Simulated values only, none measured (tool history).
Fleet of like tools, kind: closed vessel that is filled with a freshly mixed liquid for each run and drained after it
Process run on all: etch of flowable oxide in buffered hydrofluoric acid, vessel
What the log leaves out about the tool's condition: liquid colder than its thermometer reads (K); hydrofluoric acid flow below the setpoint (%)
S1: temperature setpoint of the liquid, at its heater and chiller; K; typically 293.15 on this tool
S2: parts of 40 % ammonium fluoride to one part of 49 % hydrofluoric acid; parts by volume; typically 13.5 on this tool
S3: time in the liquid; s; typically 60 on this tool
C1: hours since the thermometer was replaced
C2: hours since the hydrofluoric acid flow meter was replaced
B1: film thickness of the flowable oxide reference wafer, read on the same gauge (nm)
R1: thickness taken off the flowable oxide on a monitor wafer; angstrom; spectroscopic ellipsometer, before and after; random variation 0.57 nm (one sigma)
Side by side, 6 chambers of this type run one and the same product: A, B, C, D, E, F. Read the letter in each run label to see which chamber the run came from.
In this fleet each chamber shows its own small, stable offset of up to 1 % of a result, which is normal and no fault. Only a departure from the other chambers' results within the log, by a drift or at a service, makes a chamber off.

run 1A hour=6.5 | S1=293.15 S2=13.5 S3=60 | C1=515.4 C2=373.1 | B1=60.019 | R1=1692.6
run 2B hour=12.7 | S1=293.15 S2=13.5 S3=60 | C1=800.4 C2=728.8 | B1=60.013 | R1=1670.3
run 3D hour=16.8 | S1=293.15 S2=13.5 S3=60 | C1=1759.5 C2=1140.0 | B1=60.001 | R1=1701.1
run 4E hour=22.8 | S1=293.15 S2=13.5 S3=60 | C1=1842.6 C2=1237.8 | B1=59.999 | R1=1675.7
run 5F hour=27.2 | S1=293.15 S2=13.5 S3=60 | C1=909.1 C2=196.6 | B1=59.982 | R1=1697.5
run 6C hour=33.8 | S1=290.65 S2=10.0 S3=60 | C1=837.2 C2=2010.1 | B1=59.995 | R1=1969.0
run 7B hour=37.2 | S1=290.65 S2=10.0 S3=60 | C1=824.9 C2=753.3 | B1=60.019 | R1=1955.5
run 8D hour=42.4 | S1=290.65 S2=10.0 S3=60 | C1=1785.1 C2=1165.6 | B1=59.992 | R1=1980.8
run 9F hour=47.1 | S1=290.65 S2=10.0 S3=60 | C1=929.0 C2=216.5 | B1=59.984 | R1=1981.6
run 10C hour=51.3 | S1=290.65 S2=10.0 S3=60 | C1=854.7 C2=2027.6 | B1=60.014 | R1=1965.8
run 11A hour=56.4 | S1=290.65 S2=10.0 S3=60 | C1=565.3 C2=423.0 | B1=60.014 | R1=1951.2
run 12E hour=59.5 | S1=293.15 S2=13.5 S3=60 | C1=1879.3 C2=1274.5 | B1=59.997 | R1=1684.1
-- hour=61.7 chamber C: thermometer replaced
run 13D hour=62.5 | S1=293.15 S2=13.5 S3=60 | C1=1805.2 C2=1185.7 | B1=60.003 | R1=1711.4
run 14C hour=68.6 | S1=293.15 S2=13.5 S3=60 | C1=6.9 C2=2044.9 | B1=59.997 | R1=1693.9
run 15E hour=73.2 | S1=293.15 S2=13.5 S3=60 | C1=1893.0 C2=1288.2 | B1=60.008 | R1=1687.0
run 16A hour=77.9 | S1=293.15 S2=13.5 S3=60 | C1=586.8 C2=444.5 | B1=59.990 | R1=1660.8
run 17F hour=84.2 | S1=293.15 S2=13.5 S3=60 | C1=966.1 C2=253.6 | B1=60.021 | R1=1703.2
run 18B hour=88.0 | S1=293.15 S2=13.5 S3=60 | C1=875.7 C2=804.1 | B1=59.995 | R1=1675.7
-- hour=93.6 chamber B: hydrofluoric acid flow meter replaced
run 19E hour=94.3 | S1=293.15 S2=13.5 S3=60 | C1=1914.1 C2=1309.3 | B1=59.992 | R1=1678.1
run 20D hour=97.2 | S1=293.15 S2=13.5 S3=60 | C1=1839.9 C2=1220.4 | B1=60.007 | R1=1705.1
run 21B hour=100.6 | S1=293.15 S2=13.5 S3=60 | C1=888.3 C2=7.1 | B1=60.000 | R1=1681.8
-- hour=102.9 chamber C: hydrofluoric acid flow meter replaced
run 22F hour=104.7 | S1=293.15 S2=13.5 S3=60 | C1=986.6 C2=274.1 | B1=59.989 | R1=1692.7
run 23C hour=109.5 | S1=293.15 S2=13.5 S3=60 | C1=47.8 C2=6.7 | B1=59.986 | R1=1680.7
run 24A hour=113.7 | S1=293.15 S2=13.5 S3=45 | C1=622.6 C2=480.3 | B1=59.994 | R1=1238.5
run 25B hour=116.8 | S1=293.15 S2=13.5 S3=45 | C1=904.5 C2=23.3 | B1=59.994 | R1=1267.8
run 26E hour=120.4 | S1=293.15 S2=13.5 S3=45 | C1=1940.2 C2=1335.4 | B1=59.981 | R1=1268.1
run 27A hour=125.1 | S1=293.15 S2=13.5 S3=45 | C1=634.0 C2=491.7 | B1=60.019 | R1=1235.3
run 28F hour=131.1 | S1=293.15 S2=13.5 S3=45 | C1=1013.0 C2=300.5 | B1=59.999 | R1=1275.6
run 29C hour=134.9 | S1=293.15 S2=13.5 S3=45 | C1=73.2 C2=32.1 | B1=60.005 | R1=1260.8
run 30D hour=140.1 | S1=293.15 S2=13.5 S3=60 | C1=1882.8 C2=1263.3 | B1=59.971 | R1=1693.5
run 31F hour=145.7 | S1=293.15 S2=13.5 S3=60 | C1=1027.6 C2=315.1 | B1=59.994 | R1=1695.7
run 32D hour=151.7 | S1=293.15 S2=13.5 S3=60 | C1=1894.4 C2=1274.9 | B1=60.007 | R1=1707.5
run 33B hour=157.0 | S1=293.15 S2=13.5 S3=60 | C1=944.7 C2=63.5 | B1=60.015 | R1=1691.8
run 34E hour=160.3 | S1=293.15 S2=13.5 S3=60 | C1=1980.1 C2=1375.3 | B1=59.997 | R1=1672.5
run 35A hour=166.4 | S1=293.15 S2=13.5 S3=60 | C1=675.3 C2=533.0 | B1=59.984 | R1=1615.7
run 36C hour=170.2 | S1=293.15 S2=13.5 S3=60 | C1=108.5 C2=67.4 | B1=60.006 | R1=1694.2
run 37D hour=173.7 | S1=293.15 S2=13.5 S3=60 | C1=1916.4 C2=1296.9 | B1=60.022 | R1=1700.6
run 38A hour=177.8 | S1=293.15 S2=13.5 S3=60 | C1=686.7 C2=544.4 | B1=60.007 | R1=1619.4
run 39C hour=181.6 | S1=293.15 S2=13.5 S3=60 | C1=119.9 C2=78.8 | B1=60.016 | R1=1685.1
run 40E hour=187.3 | S1=293.15 S2=13.5 S3=60 | C1=2007.1 C2=1402.3 | B1=60.000 | R1=1681.7
run 41B hour=192.3 | S1=293.15 S2=13.5 S3=60 | C1=980.0 C2=98.8 | B1=60.006 | R1=1680.4
run 42F hour=195.8 | S1=293.15 S2=13.5 S3=60 | C1=1077.7 C2=365.2 | B1=60.002 | R1=1700.0

Which is it: a chamber that has drifted or been left off by a service, a gauge drift common to all chambers, or only each chamber's usual small offset? If a chamber is off, name it and its likeliest cause.

Chamber A drifts away from the others.
Cause: hydrofluoric acid flow below the setpoint (%) = 4.84.
It could be hard to tell apart here from: liquid colder than its thermometer reads (K).

Chamber A could run next with any of the 4 candidate recipes listed below; each alters the usual settings, and their results appear as question marks. Which one brings its results back in line with what the other chambers deliver on the usual settings?
In-line tolerance around the mean of the other chambers on the usual settings: R1 20.0 angstrom
run 43A-1 hour=200.5 | S1=293.15 S2=13.5 S3=65 | R1=?
run 43A-2 hour=200.5 | S1=294.15 S2=13.5 S3=60 | R1=?
run 43A-3 hour=200.5 | S1=292.15 S2=13.5 S3=60 | R1=?
run 43A-4 hour=200.5 | S1=291.65 S2=13.5 S3=60 | R1=?

Mean of the other chambers on the usual settings: R1 1691.7 angstrom
run=43A-1 R1=1737.9
run=43A-2 R1=1695.4
run=43A-3 R1=1516.4
run=43A-4 R1=1474.2
With 43A-2, the chamber falls back in line with the rest.

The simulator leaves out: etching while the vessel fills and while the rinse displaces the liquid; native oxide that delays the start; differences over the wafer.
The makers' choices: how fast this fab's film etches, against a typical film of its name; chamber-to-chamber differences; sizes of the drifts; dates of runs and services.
